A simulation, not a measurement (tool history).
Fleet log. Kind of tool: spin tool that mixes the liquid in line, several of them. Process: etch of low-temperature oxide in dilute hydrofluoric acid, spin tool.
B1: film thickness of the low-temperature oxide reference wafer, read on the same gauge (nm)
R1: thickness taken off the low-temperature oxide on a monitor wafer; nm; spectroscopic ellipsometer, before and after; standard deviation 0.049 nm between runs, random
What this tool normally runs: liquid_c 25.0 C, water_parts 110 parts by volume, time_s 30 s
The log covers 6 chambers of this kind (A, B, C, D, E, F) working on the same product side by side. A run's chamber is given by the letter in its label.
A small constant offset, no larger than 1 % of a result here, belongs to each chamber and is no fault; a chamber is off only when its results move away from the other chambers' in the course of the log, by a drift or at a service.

run 1B hour=9.8 | liquid_c=25.0 water_parts=110 time_s=30 | B1=110.02 | R1=9.9080
run 2D hour=25.1 | liquid_c=25.0 water_parts=110 time_s=30 | B1=110.01 | R1=9.8520
run 3C hour=37.3 | liquid_c=25.0 water_parts=110 time_s=30 | B1=110.01 | R1=9.9310
run 4F hour=47.7 | liquid_c=25.0 water_parts=110 time_s=30 | B1=110.00 | R1=9.7854
run 5E hour=59.4 | liquid_c=25.0 water_parts=110 time_s=30 | B1=109.99 | R1=9.8305
-- hour=61.6 chamber C: hydrofluoric acid flow meter replaced
run 6A hour=74.2 | liquid_c=25.0 water_parts=110 time_s=30 | B1=109.99 | R1=9.9331
run 7B hour=86.2 | liquid_c=25.0 water_parts=110 time_s=30 | B1=109.99 | R1=9.8931
run 8F hour=99.3 | liquid_c=25.0 water_parts=110 time_s=30 | B1=110.00 | R1=9.9125
run 9D hour=107.0 | liquid_c=25.0 water_parts=110 time_s=30 | B1=110.01 | R1=9.8027
run 10A hour=114.3 | liquid_c=25.0 water_parts=110 time_s=30 | B1=109.97 | R1=9.9041
run 11E hour=127.4 | liquid_c=25.0 water_parts=110 time_s=30 | B1=110.00 | R1=9.9275
-- hour=136.7 chamber A: thermometer replaced
run 12C hour=142.8 | liquid_c=25.0 water_parts=110 time_s=30 | B1=110.03 | R1=9.8933
run 13B hour=153.1 | liquid_c=25.0 water_parts=110 time_s=30 | B1=110.01 | R1=9.9932
run 14A hour=165.3 | liquid_c=25.0 water_parts=110 time_s=30 | B1=109.97 | R1=9.9016
run 15E hour=177.8 | liquid_c=25.0 water_parts=110 time_s=30 | B1=110.02 | R1=9.7763
run 16D hour=187.7 | liquid_c=25.0 water_parts=110 time_s=30 | B1=109.99 | R1=9.6817
run 17C hour=195.6 | liquid_c=25.0 water_parts=110 time_s=30 | B1=110.04 | R1=9.8873
run 18F hour=208.5 | liquid_c=25.0 water_parts=110 time_s=30 | B1=109.99 | R1=9.7759
run 19A hour=220.4 | liquid_c=25.0 water_parts=110 time_s=30 | B1=109.97 | R1=9.9033
run 20E hour=234.0 | liquid_c=25.0 water_parts=80 time_s=40 | B1=110.02 | R1=18.7830
run 21C hour=247.2 | liquid_c=25.0 water_parts=80 time_s=40 | B1=110.04 | R1=18.9060
run 22B hour=262.1 | liquid_c=25.0 water_parts=80 time_s=40 | B1=109.98 | R1=18.8610
-- hour=274.4 chamber F: thermometer replaced
run 23F hour=274.9 | liquid_c=25.0 water_parts=80 time_s=40 | B1=110.03 | R1=18.9750
run 24D hour=283.1 | liquid_c=25.0 water_parts=80 time_s=40 | B1=110.01 | R1=18.4120
run 25A hour=293.8 | liquid_c=25.0 water_parts=80 time_s=40 | B1=110.03 | R1=18.8800
run 26E hour=305.7 | liquid_c=25.0 water_parts=110 time_s=30 | B1=110.00 | R1=9.7850
run 27D hour=319.9 | liquid_c=25.0 water_parts=110 time_s=30 | B1=109.97 | R1=9.4794
run 28F hour=327.2 | liquid_c=25.0 water_parts=110 time_s=30 | B1=110.01 | R1=9.8492
run 29B hour=342.2 | liquid_c=25.0 water_parts=110 time_s=30 | B1=109.97 | R1=9.9109
run 30C hour=351.6 | liquid_c=25.0 water_parts=110 time_s=30 | B1=110.00 | R1=9.9341
run 31D hour=360.5 | liquid_c=25.0 water_parts=110 time_s=30 | B1=110.01 | R1=9.6044
run 32C hour=373.9 | liquid_c=25.0 water_parts=110 time_s=30 | B1=109.98 | R1=9.8511
run 33F hour=381.0 | liquid_c=25.0 water_parts=110 time_s=30 | B1=110.00 | R1=9.9277
-- hour=381.9 chamber B: hydrofluoric acid flow meter replaced
run 34A hour=392.9 | liquid_c=25.0 water_parts=110 time_s=30 | B1=109.99 | R1=9.8770
run 35B hour=401.4 | liquid_c=25.0 water_parts=110 time_s=30 | B1=109.99 | R1=9.8729
run 36E hour=409.7 | liquid_c=22.5 water_parts=110 time_s=50 | B1=109.99 | R1=14.9010
run 37C hour=423.0 | liquid_c=22.5 water_parts=110 time_s=50 | B1=109.99 | R1=14.9050
run 38D hour=434.0 | liquid_c=22.5 water_parts=110 time_s=50 | B1=110.03 | R1=14.2120
run 39A hour=448.5 | liquid_c=22.5 water_parts=110 time_s=50 | B1=110.01 | R1=14.9800
run 40E hour=460.8 | liquid_c=22.5 water_parts=110 time_s=50 | B1=110.01 | R1=14.9750
run 41F hour=468.6 | liquid_c=22.5 water_parts=110 time_s=50 | B1=110.02 | R1=14.9070

Next, every chamber runs the same settings. What will each give?
run 42A hour=480.2 | liquid_c=27.5 water_parts=110 time_s=30 | R1=?
run 42B hour=480.2 | liquid_c=27.5 water_parts=110 time_s=30 | R1=?
run 42C hour=480.2 | liquid_c=27.5 water_parts=110 time_s=30 | R1=?
run 42D hour=480.2 | liquid_c=27.5 water_parts=110 time_s=30 | R1=?
run 42E hour=480.2 | liquid_c=27.5 water_parts=110 time_s=30 | R1=?
run 42F hour=480.2 | liquid_c=27.5 water_parts=110 time_s=30 | R1=?

run=42A R1=10.8900
run=42B R1=10.9730
run=42C R1=10.8070
run=42D R1=10.2260
run=42E R1=10.8420
run=42F R1=10.8320

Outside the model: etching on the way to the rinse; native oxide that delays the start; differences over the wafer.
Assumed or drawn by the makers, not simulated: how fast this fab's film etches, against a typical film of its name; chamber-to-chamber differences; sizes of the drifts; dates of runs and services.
